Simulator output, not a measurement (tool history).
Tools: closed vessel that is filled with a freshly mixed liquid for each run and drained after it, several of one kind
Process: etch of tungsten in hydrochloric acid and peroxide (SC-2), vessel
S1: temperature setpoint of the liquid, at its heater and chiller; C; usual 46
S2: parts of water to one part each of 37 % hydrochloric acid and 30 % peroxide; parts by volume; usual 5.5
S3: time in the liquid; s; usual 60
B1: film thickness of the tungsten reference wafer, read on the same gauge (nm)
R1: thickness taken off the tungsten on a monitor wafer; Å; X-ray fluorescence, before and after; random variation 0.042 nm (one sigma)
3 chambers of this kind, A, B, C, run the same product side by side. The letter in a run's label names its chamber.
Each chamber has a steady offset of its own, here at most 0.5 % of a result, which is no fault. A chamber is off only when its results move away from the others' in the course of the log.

Run 1A, hour 3.8: usual settings; B1 49.990. Result: R1 111.180 Å.
Run 2C, hour 6.1: usual settings; B1 50.001. Result: R1 110.730 Å.
Run 3B, hour 10.1: usual settings; B1 49.992. Result: R1 110.070 Å.
Run 4A, hour 12.7: usual settings; B1 50.007. Result: R1 111.100 Å.
Run 5B, hour 16.5: usual settings but S2 4.0 parts by volume; B1 50.006. Result: R1 138.080 Å.
Run 6C, hour 20.6: usual settings but S2 4.0 parts by volume; B1 49.998. Result: R1 138.230 Å.
Run 7C, hour 25.6: usual settings but S2 4.0 parts by volume; B1 49.990. Result: R1 138.040 Å.
Run 8B, hour 29.9: usual settings but S1 52 C; B1 49.972. Result: R1 166.280 Å.
Run 9A, hour 34.9: usual settings but S1 52 C; B1 49.988. Result: R1 163.900 Å.
Run 10C, hour 38.8: usual settings but S1 52 C; B1 50.010. Result: R1 165.080 Å.
Run 11A, hour 42.1: usual settings; B1 49.988. Result: R1 110.040 Å.
Run 12B, hour 47.0: usual settings; B1 50.014. Result: R1 110.180 Å.
At hour 49.0: chamber A: new drum of peroxide connected.
Run 13B, hour 50.7: usual settings; B1 50.031. Result: R1 110.470 Å.
Run 14A, hour 54.1: usual settings; B1 49.997. Result: R1 109.590 Å.
Run 15C, hour 58.5: usual settings but S1 55 C, S2 7.5 parts by volume; B1 49.973. Result: R1 158.900 Å.
Run 16A, hour 60.9: usual settings but S1 55 C, S2 7.5 parts by volume; B1 50.039. Result: R1 156.580 Å.
Run 17B, hour 64.5: usual settings but S1 55 C, S2 7.5 parts by volume; B1 50.011. Result: R1 160.550 Å.
Run 18C, hour 68.1: usual settings; B1 50.015. Result: R1 110.030 Å.
Run 19A, hour 71.1: usual settings; B1 49.972. Result: R1 109.720 Å.
Run 20B, hour 75.9: usual settings; B1 49.988. Result: R1 110.430 Å.
Run 21C, hour 80.0: usual settings; B1 50.009. Result: R1 110.350 Å.
Run 22B, hour 83.5: usual settings; B1 50.002. Result: R1 110.320 Å.
Run 23C, hour 88.0: usual settings; B1 50.008. Result: R1 109.480 Å.
Run 24A, hour 91.0: usual settings; B1 50.004. Result: R1 110.530 Å.
Run 25C, hour 93.9: usual settings; B1 49.998. Result: R1 110.090 Å.
Run 26A, hour 96.2: usual settings; B1 49.995. Result: R1 110.280 Å.
Run 27B, hour 100.4: usual settings; B1 49.991. Result: R1 110.540 Å.
Run 28B, hour 105.4: usual settings but S1 40 C, S2 7.5 parts by volume; B1 50.008. Result: R1 56.790 Å.
Run 29A, hour 110.0: usual settings but S1 40 C, S2 7.5 parts by volume; B1 49.991. Result: R1 57.677 Å.
Run 30C, hour 112.5: usual settings but S1 40 C, S2 7.5 parts by volume; B1 49.984. Result: R1 56.964 Å.
Run 31B, hour 116.0: usual settings; B1 49.993. Result: R1 110.240 Å.
Run 32C, hour 119.3: usual settings; B1 50.013. Result: R1 110.390 Å.
Run 33A, hour 122.1: usual settings; B1 50.017. Result: R1 110.400 Å.
Run 34C, hour 125.6: usual settings; B1 50.019. Result: R1 110.280 Å.

What goes on in this fleet: one chamber off, a drifting gauge, or nothing beyond the chambers' own small offsets? Name the chamber and the cause, if any.

No chamber stands off beyond its own small offset, and the gauge holds steady.
